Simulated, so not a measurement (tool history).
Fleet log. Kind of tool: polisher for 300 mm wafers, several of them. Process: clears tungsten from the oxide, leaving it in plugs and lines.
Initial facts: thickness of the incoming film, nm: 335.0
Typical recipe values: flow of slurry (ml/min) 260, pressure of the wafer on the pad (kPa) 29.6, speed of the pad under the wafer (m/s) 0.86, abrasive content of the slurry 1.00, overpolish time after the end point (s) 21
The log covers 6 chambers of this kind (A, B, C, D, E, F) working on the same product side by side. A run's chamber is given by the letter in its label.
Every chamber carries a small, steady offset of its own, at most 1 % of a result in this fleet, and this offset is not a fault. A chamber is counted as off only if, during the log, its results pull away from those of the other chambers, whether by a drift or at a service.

run,hour,flow of slurry (ml/min),pressure of the wafer on the pad (kPa),speed of the pad under the wafer (m/s),abrasive content of the slurry,overpolish time after the end point (s),time until the end point was called (s)
# hour 6.7: chamber A: worn pad replaced by a new one
1A,8.6,260,29.6,0.86,1.00,21,60.697
# hour 11.9: chamber A: slurry blender recalibrated
2B,19.2,260,29.6,0.86,1.00,21,62.877
# hour 27.5: chamber D: slurry tank refilled with fresh slurry and peroxide
3E,28.1,260,29.6,0.86,1.00,21,58.949
4F,37.8,260,29.6,0.86,1.00,21,61.051
5C,44.7,260,29.6,0.86,1.00,21,61.577
6D,55.0,260,29.6,0.86,1.00,21,60.950
# hour 59.1: chamber D: worn pad replaced by a new one
# hour 62.7: chamber D: slurry blender recalibrated
7E,63.6,260,29.6,0.86,1.00,21,61.910
# hour 64.2: chamber C: slurry tank refilled with fresh slurry and peroxide
# hour 66.3: chamber F: worn pad replaced by a new one
# hour 68.0: chamber B: slurry tank refilled with fresh slurry and peroxide
8D,71.1,260,29.6,0.86,0.90,15,63.325
# hour 75.4: chamber C: slurry blender recalibrated
# hour 78.1: chamber D: head pressure recalibrated
# hour 78.2: chamber E: worn pad replaced by a new one
9B,79.8,260,29.6,0.86,0.90,15,61.507
# hour 80.4: chamber E: slurry nozzle cleaned
10F,88.2,260,29.6,0.86,0.90,15,61.037
11A,95.9,260,29.6,0.86,0.90,15,62.184
# hour 102.5: chamber F: head pressure recalibrated
# hour 103.0: chamber D: slurry tank refilled with fresh slurry and peroxide
# hour 104.0: chamber A: slurry tank refilled with fresh slurry and peroxide
# hour 104.1: chamber A: worn pad replaced by a new one
12C,104.2,260,29.6,0.86,0.90,15,64.055
# hour 109.4: chamber C: worn pad replaced by a new one
13E,110.8,260,29.6,0.86,0.90,15,61.624
# hour 118.5: chamber F: slurry tank refilled with fresh slurry and peroxide
14F,120.9,260,29.6,0.66,1.00,21,80.814
# hour 125.4: chamber B: worn pad replaced by a new one
15A,128.2,260,29.6,0.66,1.00,21,82.118
# hour 131.8: chamber D: worn pad replaced by a new one
16C,133.4,260,29.6,0.66,1.00,21,81.770
# hour 133.9: chamber C: slurry tank refilled with fresh slurry and peroxide
17B,144.7,260,29.6,0.66,1.00,21,80.792
# hour 147.1: chamber A: slurry nozzle cleaned
# hour 147.9: chamber E: head pressure recalibrated
18D,151.7,260,29.6,0.66,1.00,21,79.349
# hour 152.5: chamber B: slurry tank refilled with fresh slurry and peroxide
19A,162.3,260,29.6,0.66,1.00,21,79.228
# hour 162.4: chamber F: slurry blender recalibrated
20C,168.0,260,29.6,0.86,1.00,21,61.510
# hour 169.0: chamber F: slurry nozzle cleaned
21E,175.0,260,29.6,0.86,1.00,21,61.469
# hour 180.2: chamber D: slurry tank refilled with fresh slurry and peroxide
# hour 181.7: chamber E: slurry blender recalibrated
22D,185.7,260,29.6,0.86,1.00,21,61.130
# hour 191.1: chamber F: worn pad replaced by a new one
# hour 195.1: chamber C: slurry tank refilled with fresh slurry and peroxide
23F,196.3,260,29.6,0.86,1.00,21,61.918
# hour 202.1: chamber A: worn pad replaced by a new one
# hour 205.5: chamber D: worn pad replaced by a new one
24B,205.5,260,29.6,0.86,1.00,21,60.316
25B,212.0,260,29.6,0.86,1.00,21,59.839
# hour 217.9: chamber E: worn pad replaced by a new one
# hour 220.2: chamber C: slurry blender recalibrated
26A,220.7,260,29.6,0.86,1.00,21,60.533
# hour 226.9: chamber C: worn pad replaced by a new one
27C,228.5,260,29.6,0.86,1.00,21,60.998
# hour 234.3: chamber B: slurry tank refilled with fresh slurry and peroxide
28D,238.0,260,29.6,0.86,1.00,21,60.591
# hour 242.3: chamber D: slurry tank refilled with fresh slurry and peroxide
29F,243.5,260,29.6,0.86,1.00,21,60.577
30E,250.5,260,29.6,0.86,1.00,21,64.036
# hour 259.4: chamber C: slurry tank refilled with fresh slurry and peroxide
31B,259.5,220,29.6,0.86,1.00,26,62.110
# hour 268.8: chamber A: slurry tank refilled with fresh slurry and peroxide
32C,269.6,220,29.6,0.86,1.00,26,62.431
33F,276.9,220,29.6,0.86,1.00,26,62.626
# hour 277.7: chamber A: worn pad replaced by a new one
# hour 279.2: chamber F: slurry tank refilled with fresh slurry and peroxide
# hour 283.0: chamber B: worn pad replaced by a new one
34A,286.2,220,29.6,0.86,1.00,26,62.368
# hour 287.6: chamber F: worn pad replaced by a new one
# hour 290.6: chamber D: worn pad replaced by a new one
35E,292.6,220,29.6,0.86,1.00,26,66.222
36D,298.2,220,29.6,0.86,1.00,26,62.009
# hour 302.6: chamber A: head pressure recalibrated
37C,306.7,260,29.6,0.86,1.00,21,61.823
# hour 313.0: chamber D: slurry tank refilled with fresh slurry and peroxide
# hour 316.4: chamber B: slurry tank refilled with fresh slurry and peroxide
38A,317.9,260,29.6,0.86,1.00,21,59.873
39E,326.7,260,35.9,0.86,1.00,21,54.752
# hour 337.0: chamber D: slurry blender recalibrated
40D,337.2,260,35.9,0.86,1.00,21,50.128
41B,346.5,260,35.9,0.86,1.00,21,49.252
42F,352.0,260,35.9,0.86,1.00,21,50.519

Is one chamber out of step, is the gauge drifting, or do the chambers differ by no more than their own small offsets? For an off chamber, give its letter and the likeliest cause.

Chamber E drifts away from the others.
What lies behind it: peroxide lost from the slurry, % = 30.

Which of the 4 candidates below, each the usual settings with something changed and its results left as question marks, puts chamber E back in line with what the other chambers give on the usual settings?
Maximum distance from the other chambers' mean on the usual settings for a result to count as in line: time until the end point was called (s) 3.400
43E-1,360.3,260,31.7,0.92,1.00,21,?
43E-2,360.3,260,30.3,0.88,1.00,21,?
43E-3,360.3,260,29.6,0.74,1.00,21,?
43E-4,360.3,185,29.6,0.86,1.00,21,?

Other chambers, usual settings, mean: time until the end point was called (s) 60.858
run,time until the end point was called (s)
43E-1,60.468
43E-2,66.032
43E-3,80.239
43E-4,72.001
Change 43E-1 lands the chamber within the allowed miss of the other chambers.
